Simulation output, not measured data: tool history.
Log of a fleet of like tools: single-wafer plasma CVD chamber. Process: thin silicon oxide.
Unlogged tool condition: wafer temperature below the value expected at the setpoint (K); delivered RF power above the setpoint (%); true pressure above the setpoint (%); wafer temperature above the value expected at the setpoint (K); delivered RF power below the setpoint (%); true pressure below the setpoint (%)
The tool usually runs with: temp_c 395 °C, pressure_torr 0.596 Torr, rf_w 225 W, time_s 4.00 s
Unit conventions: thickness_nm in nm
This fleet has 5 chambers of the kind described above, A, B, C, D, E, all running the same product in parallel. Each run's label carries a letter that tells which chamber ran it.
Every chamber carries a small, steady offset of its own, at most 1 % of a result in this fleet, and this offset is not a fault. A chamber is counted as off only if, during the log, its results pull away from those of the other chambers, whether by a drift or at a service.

run	hour	temp_c	pressure_torr	rf_w	time_s	hours since the last thermocouple change	hours since the last RF generator calibration	hours since the last manometer calibration	read-back reference wafer on the same gauge, thickness_nm	thickness_nm
# hour 2.6: chamber C: RF generator calibrated
1E	14.2	395	0.596	225	4.00	582.7	870.7	1041.3	5.4134	4.7657
2D	29.2	395	0.596	225	4.00	1055.0	152.0	1323.5	5.4106	4.7941
3A	39.9	395	0.596	225	4.00	350.4	321.6	1189.5	5.4037	4.7536
4C	48.6	395	0.596	225	4.00	2268.2	46.0	1618.3	5.4091	4.7953
5B	57.8	395	0.596	225	4.00	206.9	1160.4	842.4	5.4162	4.8402
6A	69.8	395	0.596	225	4.00	380.3	351.5	1219.4	5.4104	4.7556
7C	78.5	395	0.596	260	4.00	2298.1	75.9	1648.2	5.4146	5.1398
8B	86.0	395	0.596	260	4.00	235.1	1188.6	870.6	5.4104	5.1412
9E	97.7	395	0.596	260	4.00	666.2	954.2	1124.8	5.4119	5.0664
10D	112.2	395	0.596	260	4.00	1138.0	235.0	1406.5	5.4068	5.1476
11B	120.0	395	0.596	260	4.00	269.1	1222.6	904.6	5.4094	5.1560
12A	134.1	395	0.596	225	4.00	444.6	415.8	1283.7	5.4104	4.7837
13E	141.1	395	0.596	225	4.00	709.6	997.6	1168.2	5.4107	4.7204
14C	148.8	395	0.596	225	4.00	2368.4	146.2	1718.5	5.4118	4.7793
15D	160.9	395	0.596	225	4.00	1186.7	283.7	1455.2	5.4132	4.8398
16D	175.2	395	0.596	225	4.00	1201.0	298.0	1469.5	5.4143	4.7928
17C	182.7	395	0.596	225	4.00	2402.3	180.1	1752.4	5.4073	4.7630
# hour 189.4: chamber E: capacitance manometer re-zeroed and calibrated
18E	194.7	395	0.596	225	4.00	763.2	1051.2	5.4	5.4114	4.7561
19A	208.0	395	0.596	225	4.00	518.5	489.7	1357.6	5.4081	4.7828
20B	217.3	395	0.596	225	4.00	366.4	1319.9	1001.9	5.4139	4.9048
21A	227.4	395	0.596	225	4.00	537.9	509.1	1377.0	5.4085	4.8257
22D	237.8	395	0.596	225	4.00	1263.6	360.6	1532.1	5.4063	4.8310
23E	245.6	395	0.596	225	4.00	814.1	1102.1	56.3	5.4123	4.7614
24C	252.4	395	0.596	225	4.00	2472.0	249.8	1822.1	5.4096	4.8132
# hour 253.2: chamber A: capacitance manometer re-zeroed and calibrated
25B	265.3	395	0.596	240	3.35	414.4	1367.9	1049.9	5.4106	4.2647
26C	277.3	395	0.596	240	3.35	2496.9	274.7	1847.0	5.4055	4.1219
# hour 281.3: chamber E: RF generator calibrated
27B	285.0	395	0.596	240	3.35	434.1	1387.6	1069.6	5.4013	4.2774
28E	297.6	395	0.596	240	3.35	866.1	16.4	108.3	5.4074	4.0874
29A	305.0	395	0.596	240	3.35	615.5	586.7	51.8	5.4032	4.0984
30D	314.0	395	0.596	225	4.00	1339.8	436.8	1608.3	5.4077	4.8392
31A	324.5	395	0.596	225	4.00	635.0	606.2	71.3	5.4082	4.7744
32D	338.7	395	0.596	225	4.00	1364.5	461.5	1633.0	5.4087	4.8442
33B	349.3	395	0.596	225	4.00	498.4	1451.9	1133.9	5.4114	5.0161
34E	362.3	395	0.596	225	4.00	930.8	81.1	173.0	5.4060	4.7333
35C	374.5	388	0.649	225	4.00	2594.1	371.9	1944.2	5.4100	5.2948
36D	381.3	388	0.649	225	4.00	1407.1	504.1	1675.6	5.4131	5.3243
37C	392.0	388	0.649	225	4.00	2611.6	389.4	1961.7	5.4058	5.2832
38A	398.7	388	0.649	225	4.00	709.2	680.4	145.5	5.4093	5.2638
39E	411.4	388	0.649	225	4.00	979.9	130.2	222.1	5.4067	5.2112
40B	423.8	395	0.596	225	4.00	572.9	1526.4	1208.4	5.4105	5.0573

One chamber off, gauge drift, or nothing amiss beyond the chambers' own small offsets? If it is a chamber, which one, and what is the likeliest cause?

It is chamber B that slowly wanders off from its peers.
Cause: true pressure above the setpoint (%) = 5.59.

Chamber B could run next with any of the 4 candidate recipes listed below; each alters the usual settings, and their results appear as question marks. Which one brings its results back in line with what the other chambers deliver on the usual settings?
In line means no further than this from the other chambers' mean on the usual settings: thickness_nm 0.0740 nm
41B-1	434.8	395	0.628	230	4.13					?
41B-2	434.8	395	0.564	220	3.87					?
41B-3	434.8	395	0.564	225	4.00					?
41B-4	434.8	395	0.615	225	4.08					?

Average result of the remaining chambers running the usual settings: thickness_nm 4.7834 nm
run	thickness_nm
41B-1	5.5852
41B-2	4.5715
41B-3	4.7749
41B-4	5.3407
It is 41B-3 that realigns the chamber with its peers.
